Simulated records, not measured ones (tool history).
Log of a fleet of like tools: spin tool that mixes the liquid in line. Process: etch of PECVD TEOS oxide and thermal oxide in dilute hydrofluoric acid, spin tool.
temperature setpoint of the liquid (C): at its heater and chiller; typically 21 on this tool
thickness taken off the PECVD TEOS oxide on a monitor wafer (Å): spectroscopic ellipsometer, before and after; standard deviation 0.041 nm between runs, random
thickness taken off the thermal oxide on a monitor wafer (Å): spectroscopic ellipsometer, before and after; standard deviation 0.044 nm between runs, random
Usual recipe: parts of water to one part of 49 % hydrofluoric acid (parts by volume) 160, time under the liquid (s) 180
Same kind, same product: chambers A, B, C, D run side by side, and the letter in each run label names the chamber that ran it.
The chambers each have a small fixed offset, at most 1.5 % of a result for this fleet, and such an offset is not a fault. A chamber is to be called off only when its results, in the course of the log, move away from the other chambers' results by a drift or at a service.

run	hour	temperature setpoint of the liquid (C)	parts of water to one part of 49 % hydrofluoric acid (parts by volume)	time under the liquid (s)	read-back film thickness of the PECVD TEOS oxide reference wafer, read on the same gauge (nm)	read-back film thickness of the thermal oxide reference wafer, read on the same gauge (nm)	thickness taken off the PECVD TEOS oxide on a monitor wafer (Å)	thickness taken off the thermal oxide on a monitor wafer (Å)
1B	2.5	21	160	180	129.98	119.97	79.333	44.855
2D	6.5	21	160	180	130.02	120.02	79.703	44.494
3A	9.3	21	160	180	130.01	120.01	79.237	44.434
4C	12.6	21	160	180	130.02	120	81.426	45.406
5B	16.7	21	160	180	130.06	119.98	79.222	44.55
6C	20	21	160	180	130.07	119.99	80.518	44.775
7D	23.2	24.5	160	245	129.99	119.99	123	69.244
8A	25.8	24.5	160	245	129.94	119.98	122.81	67.673
9B	28.3	24.5	160	245	129.98	120	123.5	69.653
10A	30.7	24.5	160	245	129.98	119.97	123.74	69.147
11D	33	21	160	180	129.99	120	79.165	44.18
12C	35.6	21	160	180	129.99	119.97	80.931	44.378
13D	40.1	21	160	180	130.04	120	79.599	44.21
14B	43.4	21	160	180	130	120.02	78.934	44.638
15A	48.1	18	160	280	130	119.96	109.84	61.524
16C	51.9	18	160	280	130.02	119.99	111.85	61.504
17C	54.1	18	160	280	130.03	119.98	111.3	60.806
18A	58.5	18	160	280	130.02	119.99	109.35	60.558
19D	63	21	160	180	129.98	120.02	79.514	44.151
20B	67.9	21	110	95	130.01	120.01	63.941	36.046
21D	72.2	21	110	95	130	119.96	64.745	35.986
22C	75	21	110	95	129.98	119.99	65.889	36.274
23B	78.9	21	110	95	129.97	119.96	63.088	36.465
24A	82.1	21	160	180	130.02	119.99	79.132	43.962
25A	84.8	21	160	180	130.01	119.96	78.995	44.113
26C	89.7	23	225	180	130.02	120.05	57.753	32.062
27B	93.1	23	225	180	130.04	120	57.277	32.14
28D	95.7	23	225	180	129.97	120.02	56.983	31.977
29A	100.7	23	225	180	130	119.98	56.682	31.355
30B	104.1	21	120	95	129.99	119.99	58.021	33.273
31D	106.5	21	120	95	130	119.99	58.444	32.757
32C	109.9	21	120	95	130.03	120.02	59.919	32.806
33C	112.3	21	120	95	130	120	59.875	32.972

The same settings go to every chamber for the next run, one line per chamber below. Forecast the results for each:
34A	115.9	21	160	180			?	?
34B	115.9	21	160	180			?	?
34C	115.9	21	160	180			?	?
34D	115.9	21	160	180			?	?

run	thickness taken off the PECVD TEOS oxide on a monitor wafer (Å)	thickness taken off the thermal oxide on a monitor wafer (Å)
34A	79.738	44.409
34B	79.818	44.702
34C	80.802	45.083
34D	80.239	44.416

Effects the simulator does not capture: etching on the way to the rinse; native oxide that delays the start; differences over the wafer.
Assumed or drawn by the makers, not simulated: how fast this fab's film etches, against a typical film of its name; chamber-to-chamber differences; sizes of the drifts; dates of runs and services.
